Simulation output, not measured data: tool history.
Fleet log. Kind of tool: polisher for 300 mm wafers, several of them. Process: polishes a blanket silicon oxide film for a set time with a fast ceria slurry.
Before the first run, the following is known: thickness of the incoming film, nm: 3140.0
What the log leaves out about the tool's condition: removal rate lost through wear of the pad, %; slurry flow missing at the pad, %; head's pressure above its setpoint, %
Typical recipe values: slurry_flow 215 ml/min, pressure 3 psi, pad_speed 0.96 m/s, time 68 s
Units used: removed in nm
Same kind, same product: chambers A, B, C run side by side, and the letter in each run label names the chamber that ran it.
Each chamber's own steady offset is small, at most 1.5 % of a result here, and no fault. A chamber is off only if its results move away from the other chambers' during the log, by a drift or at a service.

run,hour,slurry_flow,pressure,pad_speed,time,wafers polished on this pad,hours since the slurry nozzle was cleaned,hours since the head pressure was calibrated,removed
# hour 0.5: chamber C: worn pad replaced by a new one
1B,5.3,215,3,0.96,68,209,665.7,663.5,1318.4
2C,12.3,215,3,0.96,68,136,168.2,254.1,1285.8
3A,20.1,215,3,0.96,68,433,491.8,54,1312.5
4B,24.4,215,3,0.96,68,430,684.8,682.6,1321.1
5C,29.3,215,3,0.96,68,333,185.2,271.1,1297.7
6A,34.1,215,3,0.96,68,595,505.8,68,1299.5
7B,41.4,215,3,0.96,68,626,701.8,699.6,1339.2
# hour 42.9: chamber A: worn pad replaced by a new one
# hour 44: chamber B: worn pad replaced by a new one
8A,46.9,215,3,0.96,68,46,518.6,80.8,1303.8
9C,53.1,215,3,0.96,68,608,209,294.9,1295.8
10C,57.7,215,3,0.96,68,661,213.6,299.5,1290.2
11A,64.5,215,3,0.96,68,250,536.2,98.4,1304.8
12B,69.5,215,3,0.96,68,295,729.9,727.7,1375.3
13A,76.8,215,3,0.96,68,392,548.5,110.7,1312.4
14B,82.3,215,3,0.96,68,442,742.7,740.5,1369.3
# hour 82.8: chamber A: slurry nozzle cleaned
15C,87,215,3,0.96,68,999,242.9,328.8,1285.1
16A,92.3,215,3,0.96,68,571,9.5,126.2,1315.4
17C,99.6,215,3,0.96,68,1145,255.5,341.4,1286.6
# hour 100.1: chamber B: worn pad replaced by a new one
# hour 100.1: chamber C: worn pad replaced by a new one
# hour 101.8: chamber A: worn pad replaced by a new one
18B,106.6,215,3,0.96,68,75,767,764.8,1397
19A,110.2,215,3,0.96,68,97,27.4,144.1,1307.7
20B,116.7,215,3,0.96,68,191,777.1,774.9,1413.4
21C,123.6,215,3,0.96,68,272,279.5,365.4,1270.3
22C,131.2,215,3,0.96,68,359,287.1,373,1288.8

For the next run the whole fleet of 3 chambers uses the same settings. Give each chamber's results:
23A,136.8,215,3,0.96,68,,,,?
23B,136.8,215,3,0.96,68,,,,?
23C,136.8,215,3,0.96,68,,,,?

run,removed
23A,1313.3
23B,1438.1
23C,1277

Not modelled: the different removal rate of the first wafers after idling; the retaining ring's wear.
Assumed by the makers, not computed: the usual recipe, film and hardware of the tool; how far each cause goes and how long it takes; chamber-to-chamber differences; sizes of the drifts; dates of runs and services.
